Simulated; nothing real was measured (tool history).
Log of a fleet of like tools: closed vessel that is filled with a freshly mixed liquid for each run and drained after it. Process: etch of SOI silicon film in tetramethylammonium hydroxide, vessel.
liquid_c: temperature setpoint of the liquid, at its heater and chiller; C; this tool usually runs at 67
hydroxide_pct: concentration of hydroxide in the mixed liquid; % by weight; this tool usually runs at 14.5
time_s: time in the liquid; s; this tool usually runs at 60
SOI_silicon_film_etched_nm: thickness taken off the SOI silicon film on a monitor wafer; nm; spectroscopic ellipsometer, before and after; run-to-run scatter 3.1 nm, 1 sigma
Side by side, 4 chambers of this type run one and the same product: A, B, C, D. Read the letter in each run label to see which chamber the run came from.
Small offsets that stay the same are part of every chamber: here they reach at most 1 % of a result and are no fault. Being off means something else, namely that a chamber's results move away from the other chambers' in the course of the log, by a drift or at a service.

| run | day | liquid_c | hydroxide_pct | time_s | hours since the thermometer was replaced | hours since the hydroxide flow meter was replaced | read-back film thickness of the SOI silicon film reference wafer, read on the same gauge (nm) | SOI_silicon_film_etched_nm |
|---|---|---|---|---|---|---|---|---|
| 1A | 0.167 | 67 | 14.5 | 60 | 3004.4 | 1564.1 | 100.000 | 326.84 |
| 2B | 0.262 | 67 | 14.5 | 60 | 723.8 | 433.1 | 100.030 | 328.90 |
| 3D | 0.354 | 67 | 14.5 | 60 | 248.1 | 1485.2 | 99.983 | 325.04 |
| 4C | 0.462 | 67 | 14.5 | 60 | 941.0 | 458.1 | 100.000 | 324.71 |
|  | 0.471 | chamber A: thermometer replaced |
| 5A | 0.575 | 67 | 18.5 | 60 | 2.6 | 1573.9 | 99.987 | 306.01 |
| 6D | 0.729 | 67 | 18.5 | 60 | 257.1 | 1494.2 | 99.984 | 296.56 |
| 7B | 0.867 | 67 | 18.5 | 60 | 738.3 | 447.6 | 99.980 | 296.40 |
| 8C | 1.046 | 67 | 18.5 | 60 | 955.0 | 472.1 | 99.973 | 297.64 |
| 9D | 1.138 | 67 | 14.5 | 60 | 266.9 | 1504.0 | 99.997 | 330.49 |
| 10B | 1.262 | 67 | 14.5 | 60 | 747.8 | 457.1 | 99.991 | 326.86 |
| 11A | 1.400 | 67 | 14.5 | 60 | 22.4 | 1593.7 | 99.998 | 327.14 |
| 12C | 1.492 | 67 | 14.5 | 60 | 965.7 | 482.8 | 99.989 | 325.66 |
| 13B | 1.596 | 67 | 14.5 | 60 | 755.8 | 465.1 | 99.983 | 330.46 |
| 14A | 1.729 | 67 | 14.5 | 60 | 30.3 | 1601.6 | 99.980 | 323.26 |
| 15C | 1.900 | 67 | 14.5 | 60 | 975.5 | 492.6 | 100.000 | 331.45 |
| 16D | 2.004 | 67 | 14.5 | 60 | 287.7 | 1524.8 | 99.994 | 319.05 |
| 17D | 2.154 | 67 | 11.0 | 60 | 291.3 | 1528.4 | 100.020 | 353.43 |
| 18C | 2.288 | 67 | 11.0 | 60 | 984.8 | 501.9 | 99.999 | 377.70 |
| 19A | 2.392 | 67 | 11.0 | 60 | 46.2 | 1617.5 | 100.030 | 368.34 |
| 20B | 2.512 | 67 | 11.0 | 60 | 777.8 | 487.1 | 99.973 | 366.07 |
| 21D | 2.679 | 67 | 14.5 | 60 | 303.9 | 1541.0 | 99.994 | 316.30 |
| 22A | 2.771 | 67 | 18.5 | 60 | 55.3 | 1626.6 | 100.020 | 294.11 |
| 23B | 2.850 | 67 | 18.5 | 60 | 785.9 | 495.2 | 100.010 | 299.43 |
| 24C | 3.012 | 67 | 18.5 | 60 | 1002.2 | 519.3 | 100.000 | 294.70 |
| 25B | 3.167 | 67 | 18.5 | 60 | 793.5 | 502.8 | 99.978 | 298.62 |
| 26D | 3.296 | 67 | 14.5 | 60 | 318.7 | 1555.8 | 99.998 | 302.83 |
| 27C | 3.425 | 67 | 14.5 | 60 | 1012.1 | 529.2 | 99.970 | 325.22 |
| 28A | 3.512 | 67 | 14.5 | 60 | 73.1 | 1644.4 | 99.993 | 328.66 |
| 29C | 3.654 | 67 | 14.5 | 60 | 1017.6 | 534.7 | 100.020 | 326.70 |
| 30B | 3.758 | 67 | 16.0 | 85 | 807.7 | 517.0 | 99.979 | 440.64 |
| 31D | 3.912 | 67 | 16.0 | 85 | 333.5 | 1570.6 | 99.987 | 411.09 |
| 32A | 4.050 | 67 | 16.0 | 85 | 86.0 | 1657.3 | 100.040 | 446.19 |
| 33A | 4.167 | 67 | 16.0 | 85 | 88.8 | 1660.1 | 99.995 | 451.60 |

Decide between three cases: one chamber stands off from its peers, the gauge reading all wafers drifts, or nothing is wrong past each chamber's small offset. Where a chamber is off, say which and what most likely put it there.

Little by little, chamber D moves away from the other chambers.
Cause: liquid colder than its thermometer reads (K) = 1.49.

Here are 4 candidates for chamber D's next run, each the usual settings with a change, their results left as question marks. Which one brings its results back in line with what the others give on the usual settings?
Allowed miss from the other chambers' usual-settings mean, per result, to count as in line: SOI_silicon_film_etched_nm 11.00 nm
| 34D-1 | 4.296 | 67.5 | 14.5 | 60 |  |  |  | ? |
| 34D-2 | 4.296 | 65.5 | 14.5 | 60 |  |  |  | ? |
| 34D-3 | 4.296 | 67.0 | 14.5 | 65 |  |  |  | ? |
| 34D-4 | 4.296 | 66.5 | 14.5 | 60 |  |  |  | ? |

Mean of the other chambers on the usual settings: SOI_silicon_film_etched_nm 327.52 nm
| run | SOI_silicon_film_etched_nm |
|---|---|
| 34D-1 | 308.66 |
| 34D-2 | 273.85 |
| 34D-3 | 324.47 |
| 34D-4 | 290.78 |
34D-3 is the one that brings the chamber's results back in line with the other chambers.
